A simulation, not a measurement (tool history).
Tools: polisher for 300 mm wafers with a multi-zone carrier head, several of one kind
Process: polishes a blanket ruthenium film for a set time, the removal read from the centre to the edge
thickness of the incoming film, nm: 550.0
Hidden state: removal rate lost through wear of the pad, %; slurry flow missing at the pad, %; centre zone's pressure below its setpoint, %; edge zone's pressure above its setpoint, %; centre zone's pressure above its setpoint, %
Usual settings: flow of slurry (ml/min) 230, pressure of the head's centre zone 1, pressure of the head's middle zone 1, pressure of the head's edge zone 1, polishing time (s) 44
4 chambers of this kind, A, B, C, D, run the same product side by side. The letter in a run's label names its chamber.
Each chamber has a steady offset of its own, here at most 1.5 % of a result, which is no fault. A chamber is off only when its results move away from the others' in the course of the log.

run   hour  flow of slurry (ml/min)  pressure of the head's centre zone  pressure of the head's middle zone  pressure of the head's edge zone  polishing time (s)  wafers polished on this pad  hours since the slurry nozzle was cleaned  hours since the centre zone pressure was calibrated  hours since the edge zone pressure was calibrated  film removed at the wafer's centre (angstrom)  film removed at mid-radius (angstrom)  film removed at the wafer's edge (angstrom)
 1D    9.2                      230                                   1                                   1                                 1                  44                         1183                                      376.8                                                246.7                                               1011                                         315.42                                 330.12                                        319.5
      12.4  -- chamber D: worn pad replaced by a new one
      22.4  -- chamber C: centre zone pressure recalibrated
 2A   23.3                      230                                   1                                   1                                 1                  44                          365                                      208.7                                                  335                                              197.2                                         315.79                                 316.75                                       322.25
 3B   31.2                      230                                   1                                   1                                 1                  44                         1133                                        568                                                  502                                              830.1                                          315.5                                 322.11                                       316.73
 4C   39.3                      230                                   1                                   1                                 1                  44                         1579                                      521.9                                                 16.9                                               48.9                                          309.4                                 315.42                                       316.46
      41.5  -- chamber C: worn pad replaced by a new one
 5C   46.9                      230                                   1                                   1                                 1                  44                           50                                      529.5                                                 24.5                                               56.5                                          314.3                                 316.77                                       320.03
      50.3  -- chamber B: worn pad replaced by a new one
 6D   59.6                      230                                   1                                   1                                 1                  44                          433                                      427.2                                                297.1                                             1061.4                                         321.49                                 326.38                                       318.76
      65.5  -- chamber A: worn pad replaced by a new one
      66.4  -- chamber C: slurry nozzle cleaned
 7B   68.6                      230                                   1                                   1                                 1                  44                          168                                      605.4                                                539.4                                              867.5                                         323.39                                 311.42                                       321.48
      69.2  -- chamber B: slurry nozzle cleaned
 8A     75                      230                                   1                                   1                                 1                  44                           87                                      260.4                                                386.7                                              248.9                                         317.11                                 317.74                                       313.94
 9C   81.7                      230                                0.94                                   1                                 1                  51                          370                                       15.3                                                 59.3                                               91.3                                         346.74                                  373.5                                        374.5
10D   87.9                      230                                0.94                                   1                                 1                  51                          693                                      455.5                                                325.4                                             1089.7                                         346.85                                 386.22                                       371.08
11A   97.9                      230                                0.94                                   1                                 1                  51                          297                                      283.3                                                409.6                                              271.8                                         348.14                                 367.02                                       369.91
      99.6  -- chamber A: centre zone pressure recalibrated
12B  107.9                      230                                0.94                                   1                                 1                  51                          529                                       38.7                                                578.7                                              906.8                                         350.33                                 367.09                                        372.3
13C  116.5                      230                                   1                                   1                                 1                  44                          689                                       50.1                                                 94.1                                              126.1                                         319.22                                 316.58                                       314.11
14B  130.2                      230                                   1                                   1                                 1                  44                          734                                         61                                                  601                                              929.1                                         328.86                                 320.05                                       310.26
     133.5  -- chamber A: worn pad replaced by a new one
     135.8  -- chamber D: worn pad replaced by a new one
15D  138.3                      230                                   1                                   1                                 1                  44                           23                                      505.9                                                375.8                                             1140.1                                         324.95                                 319.81                                       326.79
16A  147.8                      230                                   1                                   1                                 1                  44                          132                                      333.2                                                 48.2                                              321.7                                         277.62                                 328.77                                       319.08
17D  159.8                      230                                   1                                   1                                 1                  44                          221                                      527.4                                                397.3                                             1161.6                                          319.8                                 321.19                                       318.94
       161  -- chamber B: worn pad replaced by a new one
18B  166.3                      230                                   1                                   1                                 1                  44                           49                                       97.1                                                637.1                                              965.2                                         318.65                                 311.89                                       315.99
     170.8  -- chamber A: edge zone pressure recalibrated
19C  176.2                      230                                   1                                   1                                 1                  44                         1238                                      109.8                                                153.8                                              185.8                                         317.22                                 316.49                                       316.92
20A  189.2                      230                                   1                                   1                                 1                  44                          512                                      374.6                                                 89.6                                               18.5                                         276.68                                 323.92                                       322.79
     191.3  -- chamber D: slurry nozzle cleaned
21D  199.6                      230                                   1                                   1                                 1                  44                          587                                        8.3                                                437.1                                             1201.4                                         315.88                                 318.77                                       314.24
22A  213.6                      230                                   1                                   1                                 1                  44                          736                                        399                                                  114                                               42.9                                         276.59                                 327.42                                       316.86
23C  222.7                      230                                   1                                   1                                 1                  44                         1665                                      156.3                                                200.3                                              232.3                                         320.73                                 319.08                                       315.86
24B  230.1                      230                                   1                                   1                                 1                  44                          635                                      160.9                                                700.9                                               1029                                         327.42                                 323.31                                       322.58

Next, every chamber runs the same settings. What will each give?
25A  240.4                      230                                   1                                   1                                 1                  35                                                                                                                                                                                                                              ?                                      ?                                            ?
25B  240.4                      230                                   1                                   1                                 1                  35                                                                                                                                                                                                                              ?                                      ?                                            ?
25C  240.4                      230                                   1                                   1                                 1                  35                                                                                                                                                                                                                              ?                                      ?                                            ?
25D  240.4                      230                                   1                                   1                                 1                  35                                                                                                                                                                                                                              ?                                      ?                                            ?

run  film removed at the wafer's centre (angstrom)  film removed at mid-radius (angstrom)  film removed at the wafer's edge (angstrom)
25A                                         220.94                                  256.7                                          257
25B                                         256.07                                 253.22                                       249.97
25C                                         248.72                                 251.32                                        253.4
25D                                         255.47                                 259.77                                       259.38
